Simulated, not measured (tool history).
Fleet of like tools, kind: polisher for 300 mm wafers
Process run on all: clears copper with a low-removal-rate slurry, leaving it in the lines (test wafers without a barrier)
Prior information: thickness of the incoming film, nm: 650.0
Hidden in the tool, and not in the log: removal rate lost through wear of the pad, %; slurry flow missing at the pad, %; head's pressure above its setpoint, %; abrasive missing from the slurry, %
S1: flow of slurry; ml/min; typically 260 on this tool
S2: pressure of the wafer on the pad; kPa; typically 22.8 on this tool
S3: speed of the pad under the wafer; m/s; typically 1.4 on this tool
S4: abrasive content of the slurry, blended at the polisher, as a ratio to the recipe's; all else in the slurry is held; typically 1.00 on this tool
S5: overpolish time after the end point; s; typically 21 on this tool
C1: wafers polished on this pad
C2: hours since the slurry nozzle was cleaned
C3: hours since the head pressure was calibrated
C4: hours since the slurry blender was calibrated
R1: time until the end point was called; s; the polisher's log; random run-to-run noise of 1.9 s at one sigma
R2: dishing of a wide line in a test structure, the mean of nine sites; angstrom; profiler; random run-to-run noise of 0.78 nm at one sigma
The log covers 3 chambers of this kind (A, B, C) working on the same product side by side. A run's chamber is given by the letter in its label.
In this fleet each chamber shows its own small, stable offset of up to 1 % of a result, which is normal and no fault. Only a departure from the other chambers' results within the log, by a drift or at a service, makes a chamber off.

Run 1A, hour 5.5: usual settings; C1 804; C2 228.8; C3 1008.4; C4 191.2. Result: R1 154.89 s, R2 502.70 angstrom.
Run 2B, hour 12.4: usual settings; C1 798; C2 280.4; C3 567.4; C4 102.6. Result: R1 153.90 s, R2 487.62 angstrom.
Run 3C, hour 19.6: usual settings; C1 498; C2 34.5; C3 410.5; C4 195.4. Result: R1 155.12 s, R2 480.26 angstrom.
Run 4B, hour 24.6: usual settings; C1 869; C2 292.6; C3 579.6; C4 114.8. Result: R1 156.24 s, R2 491.57 angstrom.
Run 5A, hour 31.6: usual settings but S4 1.25; C1 956; C2 254.9; C3 1034.5; C4 217.3. Result: R1 146.59 s, R2 513.56 angstrom.
Run 6C, hour 36.1: usual settings but S4 1.25; C1 594; C2 51.0; C3 427.0; C4 211.9. Result: R1 145.14 s, R2 507.29 angstrom.
Run 7C, hour 40.8: usual settings but S4 1.25; C1 621; C2 55.7; C3 431.7; C4 216.6. Result: R1 147.97 s, R2 498.70 angstrom.
At hour 41.3: chamber A: worn pad replaced by a new one.
Run 8B, hour 45.2: usual settings; C1 989; C2 313.2; C3 600.2; C4 135.4. Result: R1 153.52 s, R2 488.12 angstrom.
Run 9A, hour 49.5: usual settings but S1 300 ml/min; C1 48; C2 272.8; C3 1052.4; C4 235.2. Result: R1 152.76 s, R2 485.68 angstrom.
Run 10B, hour 52.9: usual settings but S1 300 ml/min; C1 1033; C2 320.9; C3 607.9; C4 143.1. Result: R1 155.73 s, R2 489.93 angstrom.
Run 11A, hour 58.1: usual settings but S1 300 ml/min; C1 98; C2 281.4; C3 1061.0; C4 243.8. Result: R1 153.94 s, R2 483.83 angstrom.
Run 12C, hour 61.9: usual settings; C1 744; C2 76.8; C3 452.8; C4 237.7. Result: R1 158.78 s, R2 488.13 angstrom.
Run 13C, hour 68.4: usual settings; C1 782; C2 83.3; C3 459.3; C4 244.2. Result: R1 156.79 s, R2 485.46 angstrom.
Run 14B, hour 72.9: usual settings; C1 1150; C2 340.9; C3 627.9; C4 163.1. Result: R1 157.75 s, R2 473.72 angstrom.
Run 15A, hour 76.5: usual settings but S2 15.9 kPa; C1 205; C2 299.8; C3 1079.4; C4 262.2. Result: R1 225.02 s, R2 380.56 angstrom.
Run 16B, hour 83.8: usual settings but S2 15.9 kPa; C1 1213; C2 351.8; C3 638.8; C4 174.0. Result: R1 220.61 s, R2 371.61 angstrom.
At hour 84.9: chamber B: worn pad replaced by a new one.
At hour 86.0: chamber C: worn pad replaced by a new one.
Run 17C, hour 90.1: usual settings but S2 15.9 kPa; C1 23; C2 105.0; C3 481.0; C4 265.9. Result: R1 221.20 s, R2 367.62 angstrom.
Run 18A, hour 97.3: usual settings; C1 326; C2 320.6; C3 1100.2; C4 283.0. Result: R1 155.02 s, R2 487.67 angstrom.
Run 19C, hour 101.4: usual settings; C1 89; C2 116.3; C3 492.3; C4 277.2. Result: R1 154.58 s, R2 505.46 angstrom.
Run 20A, hour 106.0: usual settings; C1 376; C2 329.3; C3 1108.9; C4 291.7. Result: R1 154.63 s, R2 487.20 angstrom.
Run 21B, hour 110.8: usual settings; C1 151; C2 378.8; C3 665.8; C4 201.0. Result: R1 155.77 s, R2 481.49 angstrom.
Run 22B, hour 118.1: usual settings; C1 193; C2 386.1; C3 673.1; C4 208.3. Result: R1 159.73 s, R2 487.41 angstrom.
At hour 122.6: chamber A: slurry nozzle cleaned.
Run 23A, hour 124.4: usual settings; C1 483; C2 1.9; C3 1127.3; C4 310.1. Result: R1 155.83 s, R2 475.01 angstrom.
Run 24C, hour 129.4: usual settings; C1 252; C2 144.3; C3 520.3; C4 305.2. Result: R1 152.44 s, R2 485.81 angstrom.
Run 25B, hour 134.9: usual settings; C1 291; C2 402.9; C3 689.9; C4 225.1. Result: R1 154.25 s, R2 487.43 angstrom.
Run 26A, hour 139.1: usual settings; C1 569; C2 16.6; C3 1142.0; C4 324.8. Result: R1 157.08 s, R2 494.24 angstrom.

What goes on in this fleet: one chamber off, a drifting gauge, or nothing beyond the chambers' own small offsets? Name the chamber and the cause, if any.

The fleet is healthy, with each chamber sitting at its usual small offset and no drift in the gauge.

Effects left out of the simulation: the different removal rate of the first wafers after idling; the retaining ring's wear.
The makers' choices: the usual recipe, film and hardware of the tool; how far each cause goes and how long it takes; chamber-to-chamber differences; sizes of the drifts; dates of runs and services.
